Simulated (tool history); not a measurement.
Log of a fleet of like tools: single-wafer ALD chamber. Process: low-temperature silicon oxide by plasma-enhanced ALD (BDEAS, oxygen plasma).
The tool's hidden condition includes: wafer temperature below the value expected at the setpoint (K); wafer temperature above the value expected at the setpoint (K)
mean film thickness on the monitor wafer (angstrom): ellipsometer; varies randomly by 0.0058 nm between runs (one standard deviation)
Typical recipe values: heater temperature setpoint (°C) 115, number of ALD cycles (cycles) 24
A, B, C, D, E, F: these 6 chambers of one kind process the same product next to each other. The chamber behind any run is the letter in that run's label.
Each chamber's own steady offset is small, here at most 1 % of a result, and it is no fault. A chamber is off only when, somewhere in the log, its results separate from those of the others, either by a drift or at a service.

run   hour  heater temperature setpoint (°C)  number of ALD cycles (cycles)  hours since the last thermocouple change  read-back reference wafer on the same gauge, thickness_nm  mean film thickness on the monitor wafer (angstrom)
 1C     10                               115                             24                                     236.8                                                     3.9912                                                33.13
 2A     18                               115                             24                                    1335.9                                                     3.9915                                               33.467
 3F   22.3                               115                             24                                    1049.9                                                     3.9922                                               33.298
 4D   30.1                               115                             24                                    1220.8                                                     3.9927                                               33.537
 5B   34.7                               115                             24                                     823.9                                                     3.9937                                               33.642
 6E   40.3                               115                             24                                     326.5                                                     3.9932                                               33.567
 7A   48.3                               125                             24                                    1366.2                                                     3.9954                                               33.008
 8B     55                               125                             24                                     844.2                                                      3.996                                               33.023
 9D   64.8                               125                             24                                    1255.5                                                     3.9972                                               32.944
10F   69.1                               125                             24                                    1096.7                                                     3.9965                                               32.679
11C   78.8                               125                             24                                     305.6                                                     3.9996                                               32.481
12E   83.3                               125                             24                                     369.5                                                     3.9973                                               33.151
13B   90.8                               115                             24                                       880                                                     3.9987                                               33.737
14F   99.9                               115                             24                                    1127.5                                                     4.0013                                               33.296
15A  109.8                               115                             21                                    1427.7                                                     4.0023                                               29.365
16E  118.4                               115                             21                                     404.6                                                     4.0055                                               29.405
17C  128.2                               115                             21                                       355                                                     4.0015                                               29.183
18D  137.8                               115                             21                                    1328.5                                                     4.0037                                               29.384
19A  143.1                               115                             21                                      1461                                                      4.007                                               29.491
20B  147.7                               115                             21                                     936.9                                                     4.0056                                               29.631
21E  152.5                               115                             20                                     438.7                                                     4.0057                                               28.201
22C  159.9                               115                             20                                     386.7                                                     4.0057                                               27.785
23D  166.3                               115                             20                                      1357                                                     4.0088                                               27.958
24F  174.3                               115                             20                                    1201.9                                                     4.0099                                               27.842
25E  178.9                               115                             20                                     465.1                                                     4.0077                                               28.107
26B  185.2                               115                             20                                     974.4                                                     4.0102                                               28.199
27F  190.4                               115                             24                                      1218                                                     4.0092                                               33.482
28D  196.5                               115                             24                                    1387.2                                                     4.0101                                               33.616
29C  201.9                               115                             24                                     428.7                                                     4.0098                                               33.302
30A  207.6                               115                             24                                    1525.5                                                     4.0139                                               33.695
31D  215.7                               115                             24                                    1406.4                                                      4.014                                               33.734
32A  221.1                               115                             24                                      1539                                                     4.0117                                               33.679
33F  230.4                               115                             24                                      1258                                                     4.0151                                               33.458
34E    239                               115                             24                                     525.2                                                     4.0158                                                33.92
35C  246.1                               115                             24                                     472.9                                                     4.0167                                               33.318
36B  251.9                               115                             24                                    1041.1                                                     4.0154                                               33.874
37B  261.9                               115                             24                                    1051.1                                                     4.0171                                               33.843

Decide between three cases: one chamber stands off from its peers, the gauge reading all wafers drifts, or nothing is wrong past each chamber's small offset. Where a chamber is off, say which and what most likely put it there.

The gauge drifts, so all chambers seem to drift together. No chamber is off.
What lies behind it: gauge reads high (%) = 0.719.

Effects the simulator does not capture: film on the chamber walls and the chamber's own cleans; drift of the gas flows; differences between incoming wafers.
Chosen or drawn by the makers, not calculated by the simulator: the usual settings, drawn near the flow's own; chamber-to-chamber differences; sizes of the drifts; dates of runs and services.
